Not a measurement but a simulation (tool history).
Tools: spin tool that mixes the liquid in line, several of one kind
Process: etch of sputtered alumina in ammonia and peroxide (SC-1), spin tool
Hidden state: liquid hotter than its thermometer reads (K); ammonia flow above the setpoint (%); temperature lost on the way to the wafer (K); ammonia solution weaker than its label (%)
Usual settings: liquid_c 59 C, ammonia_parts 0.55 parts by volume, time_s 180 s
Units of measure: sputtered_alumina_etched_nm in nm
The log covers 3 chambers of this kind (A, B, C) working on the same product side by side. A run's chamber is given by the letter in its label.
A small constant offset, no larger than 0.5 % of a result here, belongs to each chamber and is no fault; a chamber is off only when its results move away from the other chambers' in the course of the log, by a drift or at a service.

run,hour,liquid_c,ammonia_parts,time_s,hours since the thermometer was replaced,hours since the ammonia flow meter was replaced,hours since the heated supply line was repaired,hours since the drum of ammonia solution was connected,"read-back film thickness of the sputtered alumina reference wafer, read on the same gauge (nm)",sputtered_alumina_etched_nm
1A,11.5,59,0.55,180,744.3,1314.9,324.3,713.9,149.98,16.384
2B,22.3,59,0.55,180,838.6,356.7,276.9,317.3,150.01,16.368
# hour 23.2: chamber A: ammonia flow meter replaced
3C,31.9,59,0.55,180,1460.4,194.1,1202.9,509.2,150.02,16.426
4B,39.4,59,0.55,180,855.7,373.8,294,334.4,150.03,16.334
5A,48.7,59,0.55,180,781.5,25.5,361.5,751.1,150.02,16.356
6C,61.4,66,0.55,180,1489.9,223.6,1232.4,538.7,150.04,23.33
7A,72.4,66,0.55,180,805.2,49.2,385.2,774.8,149.99,23.105
8C,81.7,66,0.55,180,1510.2,243.9,1252.7,559,150.01,22.868
# hour 83.1: chamber C: thermometer replaced
9B,89.7,59,0.55,180,906,424.1,344.3,384.7,149.96,16.373
10C,102.4,59,0.55,180,19.4,264.6,1273.4,579.7,150.03,16.145
11B,109.7,59,0.55,180,926,444.1,364.3,404.7,150,16.348
12A,120.8,59,0.55,180,853.6,97.6,433.6,823.2,149.99,16.314
13B,129.3,59,0.55,180,945.6,463.7,383.9,424.3,150.01,16.16
14A,137.6,59,0.55,180,870.4,114.4,450.4,840,149.98,16.183
15C,150.9,59,0.55,180,67.9,313.1,1321.9,628.2,149.99,15.838
16C,158.9,59,0.55,180,75.9,321.1,1329.9,636.2,150.02,15.645
# hour 165.7: chamber A: new drum of ammonia solution connected
17A,166.2,55,0.55,180,899,143,479,0.6,149.98,13.351
18B,178.8,55,0.55,180,995.1,513.2,433.4,473.8,150.01,13.345
19B,187.6,55,0.55,180,1003.9,522,442.2,482.6,149.99,13.115
20C,198,59,0.55,180,115,360.2,1369,675.3,150.03,15.344
21A,205.2,59,0.85,180,938,182,518,39.6,150.02,17.064

Next, all 3 chambers run the settings below, one line each with question marks for the results. What does each chamber give?
22A,215.4,55.5,0.55,180,,,,,,?
22B,215.4,55.5,0.55,180,,,,,,?
22C,215.4,55.5,0.55,180,,,,,,?

run,sputtered_alumina_etched_nm
22A,13.688
22B,13.332
22C,12.58
